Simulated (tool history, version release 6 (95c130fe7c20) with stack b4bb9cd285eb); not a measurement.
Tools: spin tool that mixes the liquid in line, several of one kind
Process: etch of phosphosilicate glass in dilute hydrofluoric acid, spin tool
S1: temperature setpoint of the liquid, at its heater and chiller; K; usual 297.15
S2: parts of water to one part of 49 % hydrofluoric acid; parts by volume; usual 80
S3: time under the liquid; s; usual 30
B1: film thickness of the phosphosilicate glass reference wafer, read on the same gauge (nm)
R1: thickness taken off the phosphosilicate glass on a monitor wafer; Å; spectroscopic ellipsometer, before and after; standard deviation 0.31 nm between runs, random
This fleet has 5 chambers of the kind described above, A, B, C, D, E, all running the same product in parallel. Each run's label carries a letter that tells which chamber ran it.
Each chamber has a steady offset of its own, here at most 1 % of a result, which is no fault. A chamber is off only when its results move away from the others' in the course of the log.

Run 1B, hour 3.9: usual settings; B1 29.987. Result: R1 449.97 Å.
Run 2D, hour 8.7: usual settings; B1 30.028. Result: R1 450.22 Å.
Run 3A, hour 13.7: usual settings; B1 30.011. Result: R1 453.41 Å.
Run 4C, hour 16.8: usual settings; B1 29.975. Result: R1 462.07 Å.
Run 5E, hour 19.3: usual settings but S1 294.65 K; B1 29.973. Result: R1 403.01 Å.
Run 6A, hour 23.5: usual settings but S1 294.65 K; B1 29.993. Result: R1 410.54 Å.
Run 7B, hour 28.9: usual settings but S1 294.65 K; B1 30.009. Result: R1 403.33 Å.
Run 8C, hour 33.7: usual settings but S1 294.65 K; B1 30.048. Result: R1 407.39 Å.
Run 9D, hour 38.8: usual settings but S1 294.65 K; B1 30.000. Result: R1 407.71 Å.
Run 10E, hour 43.5: usual settings; B1 30.027. Result: R1 446.45 Å.
Run 11D, hour 46.3: usual settings; B1 30.036. Result: R1 449.59 Å.
Run 12A, hour 49.7: usual settings; B1 30.025. Result: R1 457.92 Å.
Run 13E, hour 52.9: usual settings; B1 29.965. Result: R1 449.73 Å.
Run 14C, hour 57.1: usual settings; B1 30.000. Result: R1 450.35 Å.
Run 15B, hour 59.8: usual settings; B1 30.019. Result: R1 452.65 Å.
Run 16B, hour 64.1: usual settings; B1 29.987. Result: R1 452.43 Å.
Run 17C, hour 69.7: usual settings; B1 30.015. Result: R1 448.44 Å.
At hour 70.1: chamber D: thermometer replaced.
Run 18E, hour 73.1: usual settings; B1 30.013. Result: R1 451.22 Å.
Run 19A, hour 76.1: usual settings; B1 29.997. Result: R1 457.10 Å.
Run 20D, hour 79.4: usual settings; B1 29.983. Result: R1 450.62 Å.
Run 21E, hour 84.6: usual settings; B1 30.020. Result: R1 450.61 Å.
Run 22D, hour 90.1: usual settings; B1 29.994. Result: R1 452.14 Å.
Run 23A, hour 94.8: usual settings; B1 29.979. Result: R1 452.33 Å.
Run 24B, hour 99.5: usual settings; B1 30.005. Result: R1 441.38 Å.
Run 25C, hour 104.1: usual settings; B1 29.981. Result: R1 446.30 Å.
Run 26A, hour 107.5: usual settings but S1 299.65 K; B1 30.015. Result: R1 502.88 Å.
Run 27C, hour 110.3: usual settings but S1 299.65 K; B1 29.981. Result: R1 484.92 Å.
Run 28B, hour 114.0: usual settings but S1 299.65 K; B1 30.048. Result: R1 492.82 Å.
Run 29D, hour 119.5: usual settings but S1 299.65 K; B1 29.993. Result: R1 492.66 Å.
Run 30E, hour 123.8: usual settings but S1 299.65 K; B1 29.993. Result: R1 496.43 Å.
Run 31C, hour 129.5: usual settings; B1 30.012. Result: R1 431.92 Å.
Run 32E, hour 134.0: usual settings; B1 29.989. Result: R1 447.85 Å.
Run 33D, hour 138.1: usual settings; B1 30.023. Result: R1 448.28 Å.
Run 34A, hour 143.4: usual settings; B1 29.987. Result: R1 459.13 Å.
Run 35B, hour 147.2: usual settings; B1 30.003. Result: R1 445.02 Å.
Run 36D, hour 152.2: usual settings; B1 29.985. Result: R1 450.34 Å.
Run 37E, hour 157.4: usual settings; B1 30.032. Result: R1 447.17 Å.
Run 38C, hour 160.9: usual settings but S2 100 parts by volume, S3 45 s; B1 30.025. Result: R1 504.12 Å.

Is one chamber off against the others, does the gauge drift, or is nothing wrong? If a chamber is off, say which, and what the likeliest cause is.

Chamber C drifts away from the others.
Likeliest cause: hydrofluoric acid flow below the setpoint (%) = 4.53.
From this log alone, it may not be told apart from: liquid colder than its thermometer reads (K).

Here are 4 candidates for chamber C's next run, each the usual settings with a change, their results left as question marks. Which one brings its results back in line with what the others give on the usual settings?
In line here means within this much of the mean the other chambers give on the usual settings: R1 11.00 Å
Run 39C-1, hour 165.0: usual settings but S1 295.15 K. Result: R1 ?.
Run 39C-2, hour 165.0: usual settings but S1 297.65 K, S2 75 parts by volume. Result: R1 ?.
Run 39C-3, hour 165.0: usual settings but S1 298.15 K. Result: R1 ?.
Run 39C-4, hour 165.0: usual settings but S1 296.15 K. Result: R1 ?.

Usual-settings mean across the other chambers: R1 451.31 Å
  run      R1
39C-1  400.14
39C-2  474.50
39C-3  450.74
39C-4  416.54
The right change is 39C-3: it brings the chamber back within the allowed miss of the others.
